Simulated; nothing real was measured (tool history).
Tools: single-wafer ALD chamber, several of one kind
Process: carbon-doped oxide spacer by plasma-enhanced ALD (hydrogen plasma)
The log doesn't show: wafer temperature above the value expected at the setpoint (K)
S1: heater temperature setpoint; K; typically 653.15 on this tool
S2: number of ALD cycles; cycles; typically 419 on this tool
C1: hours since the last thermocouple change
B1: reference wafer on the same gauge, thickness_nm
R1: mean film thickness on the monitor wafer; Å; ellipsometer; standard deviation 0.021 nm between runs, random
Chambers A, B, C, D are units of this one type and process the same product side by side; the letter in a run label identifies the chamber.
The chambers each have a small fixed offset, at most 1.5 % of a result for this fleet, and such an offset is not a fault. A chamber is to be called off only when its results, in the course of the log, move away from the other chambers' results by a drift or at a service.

run    day      S1   S2      C1      B1      R1
 1D  0.258  653.15  419  1557.7  23.900  210.19
 2B  0.554  653.15  419   885.9  23.894  208.78
 3C  0.954  653.15  419   613.6  23.887  210.19
 4A  1.329  653.15  419   297.3  23.882  212.02
 5A  1.617  653.15  419   304.2  23.889  212.08
 6D  1.854  653.15  419  1596.0  23.888  210.09
 7B  2.088  659.15  419   922.7  23.887  208.93
 8C  2.471  659.15  419   650.0  23.883  209.95
 9D  2.717  659.15  419  1616.7  23.881  209.80
10A  2.942  659.15  419   336.0  23.867  211.75
11B  3.258  653.15  419   950.8  23.866  209.23
12C  3.433  653.15  419   673.1  23.865  210.03
13D  3.804  664.15  455  1642.8  23.866  227.46
14C  4.033  664.15  455   687.5  23.861  228.28
15B  4.396  664.15  455   978.1  23.856  226.79
16A  4.738  664.15  455   379.1  23.851  230.14
17C  5.100  648.15  419   713.1  23.847  210.34
18B  5.288  648.15  419   999.5  23.847  208.54
19A  5.546  648.15  419   398.5  23.842  211.72
20D  5.854  648.15  419  1692.0  23.836  209.71
21D  6.212  653.15  419  1700.6  23.837  209.77
22B  6.500  659.15  354  1028.6  23.832  176.43
23C  6.729  659.15  354   752.2  23.826  177.40
24A  7.054  659.15  354   434.7  23.828  178.67
25D  7.296  659.15  354  1726.6  23.828  177.28
     7.675  -- chamber D: thermocouple changed; heater temperature recalibrated
26C  7.675  653.15  419   774.9  23.827  209.58
27A  7.900  653.15  419   455.0  23.821  211.72
28B  8.283  653.15  488  1071.4  23.821  242.91
29D  8.571  653.15  488    21.5  23.819  244.02
30C  8.854  653.15  488   803.2  23.811  243.99
31B  9.208  653.15  488  1093.6  23.803  242.94
32A  9.404  653.15  419   491.1  23.800  211.45
33D  9.588  653.15  419    45.9  23.807  209.27

The same settings go to every chamber for the next run, one line per chamber below. Forecast the results for each:
34A  9.879  653.15  419           ?
34B  9.879  653.15  419           ?
34C  9.879  653.15  419           ?
34D  9.879  653.15  419           ?

run      R1
34A  211.54
34B  208.46
34C  209.67
34D  209.14

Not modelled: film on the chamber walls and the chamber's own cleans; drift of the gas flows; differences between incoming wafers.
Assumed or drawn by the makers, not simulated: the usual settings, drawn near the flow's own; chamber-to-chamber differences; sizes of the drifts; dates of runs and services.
